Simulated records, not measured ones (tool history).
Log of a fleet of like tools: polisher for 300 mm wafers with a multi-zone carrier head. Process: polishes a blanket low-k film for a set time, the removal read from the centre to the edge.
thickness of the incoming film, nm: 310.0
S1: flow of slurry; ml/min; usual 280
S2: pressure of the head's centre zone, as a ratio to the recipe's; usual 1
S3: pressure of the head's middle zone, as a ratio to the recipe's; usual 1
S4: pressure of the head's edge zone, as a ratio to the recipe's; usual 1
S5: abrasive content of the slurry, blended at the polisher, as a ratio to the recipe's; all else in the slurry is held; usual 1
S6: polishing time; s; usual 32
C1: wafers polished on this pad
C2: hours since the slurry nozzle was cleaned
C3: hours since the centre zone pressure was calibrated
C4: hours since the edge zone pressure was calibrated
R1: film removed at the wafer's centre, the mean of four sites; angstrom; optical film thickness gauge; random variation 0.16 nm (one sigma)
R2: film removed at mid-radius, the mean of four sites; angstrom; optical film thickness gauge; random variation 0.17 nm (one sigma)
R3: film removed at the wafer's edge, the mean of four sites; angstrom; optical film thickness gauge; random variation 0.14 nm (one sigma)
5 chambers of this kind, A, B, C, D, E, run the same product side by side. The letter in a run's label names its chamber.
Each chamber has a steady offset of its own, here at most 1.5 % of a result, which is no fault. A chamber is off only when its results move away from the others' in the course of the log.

run,hour,S1,S2,S3,S4,S5,S6,C1,C2,C3,C4,R1,R2,R3
# hour 8.1: chamber E: edge zone pressure recalibrated
1E,9.6,280,1,1,1,1,32,990,24.4,214.2,1.6,127.06,129.13,131.92
2B,18,280,1,1,1,1,32,231,629.7,1036.4,211.9,131.63,131.43,127.9
3C,26.4,280,1,1,1,1,32,787,287.2,686.7,81.6,131.01,129.83,128.44
# hour 26.8: chamber E: worn pad replaced by a new one
4A,33.3,280,1,1,1,1,32,743,259.2,417.1,633.9,129,128.78,127.5
5D,43.2,280,1,1,1,1,32,1119,133.9,454.4,476.8,128.26,128.24,127.66
# hour 44: chamber C: worn pad replaced by a new one
# hour 48.7: chamber A: edge zone pressure recalibrated
6A,48.9,280,1,1,1,1,32,896,274.8,432.7,0.3,130.22,129.98,129.32
# hour 57.8: chamber B: worn pad replaced by a new one
7D,58.1,280,1,1,1,1,32,1265,148.8,469.3,491.7,129.86,128.7,133.74
8E,65.7,280,1,1.1,1,1,32,383,80.5,270.3,57.7,130.39,142.33,129.17
9C,70.2,280,1,1.1,1,1,32,257,331,730.5,125.4,130.93,144.91,130.12
10B,75.7,280,1,1.1,1,1,32,176,687.4,1094.1,269.6,131.33,143.75,129.74
# hour 75.9: chamber D: worn pad replaced by a new one
# hour 82: chamber C: centre zone pressure recalibrated
11D,82.2,280,1,1.1,1,1,32,62,172.9,493.4,515.8,130.43,143.77,129.6
# hour 83.7: chamber B: slurry nozzle cleaned
12A,88.2,280,1,1.1,1,1,32,1282,314.1,472,39.6,130.17,140.99,131.04
13C,96,280,1,1,1,1,32,510,356.8,14,151.2,132.24,132.46,128.92
# hour 97.8: chamber A: worn pad replaced by a new one
# hour 98.5: chamber C: slurry nozzle cleaned
14B,102.7,280,1,1,1,1,32,442,19.1,1121.1,296.6,128.99,129.52,127.73
15E,107.2,280,1,1,1,1,32,790,122,311.8,99.2,132.74,130.13,128.42
# hour 112: chamber B: worn pad replaced by a new one
16B,115.2,280,1,1,1,1,32,31,31.6,1133.6,309.1,132.09,134.98,131.26
17D,123.2,280,1,1,1,1,32,465,213.9,534.4,556.8,130.55,132.13,131.72
18C,127.9,280,1,1,1,1,32,824,29.4,45.9,183.1,130.03,130.86,131.37
19A,134.9,280,1,1,1,1,32,365,360.8,518.7,86.3,126.18,129.88,127.43
# hour 139.4: chamber C: worn pad replaced by a new one
# hour 143.5: chamber B: centre zone pressure recalibrated
20E,143.6,280,1,1,1,1,32,1148,158.4,348.2,135.6,129.6,129.16,129.05
21A,149,280,1,1,1,1,32,503,374.9,532.8,100.4,128.37,132.89,131.34
22D,156.3,280,1,1,1,1,32,790,247,567.5,589.9,129.49,130.37,128.62
# hour 163.2: chamber E: worn pad replaced by a new one
# hour 165.4: chamber B: worn pad replaced by a new one
23E,166,280,1,1,1,0.75,32,28,180.8,370.6,158,114.01,115.37,114.84
24C,175.5,280,1,1,1,0.75,32,354,77,93.5,230.7,113.56,117,111.32
25B,180.5,280,1,1,1,0.75,32,148,96.9,37.1,374.4,124.56,114,113.15
26C,189.4,280,1,1,1,0.75,32,491,90.9,107.4,244.6,113.04,112.79,110.94
27E,197.7,280,1,1,1,0.75,32,339,212.5,402.3,189.7,112.86,111.97,112.46
28B,206.5,280,1,1,1,1,32,403,122.9,63.1,400.4,140.57,129.05,129.8
29D,213.6,280,1,1,1,1,32,1353,304.3,624.8,647.2,127.04,131.22,131.76
# hour 220.2: chamber D: worn pad replaced by a new one
30A,221.7,280,1,1,1,1,39,1217,447.6,605.5,173.1,156.35,157.8,158
31E,226.3,280,1,1,1,1,39,620,241.1,430.9,218.3,160.13,160.94,158.34
# hour 229.8: chamber C: worn pad replaced by a new one
32D,231.1,280,1,1,1,1,39,107,321.8,642.3,664.7,157.03,157.26,158.83
# hour 234.6: chamber B: worn pad replaced by a new one
33B,236,280,1,1,1,1,39,14,152.4,92.6,429.9,174.77,160.03,159.54
34C,243.3,280,1,1,1,1,39,133,144.8,161.3,298.5,158.22,161.13,159.58

All 5 chambers run these settings next. Forecast each chamber's results:
35A,250.6,280,1,1,1,1,39,,,,,?,?,?
35B,250.6,280,1,1,1,1,39,,,,,?,?,?
35C,250.6,280,1,1,1,1,39,,,,,?,?,?
35D,250.6,280,1,1,1,1,39,,,,,?,?,?
35E,250.6,280,1,1,1,1,39,,,,,?,?,?

run,R1,R2,R3
35A,158.84,160.49,156.99
35B,174.8,156.61,156.73
35C,159.08,158.22,161.27
35D,158.21,159.74,158.89
35E,155.78,158.25,162.09
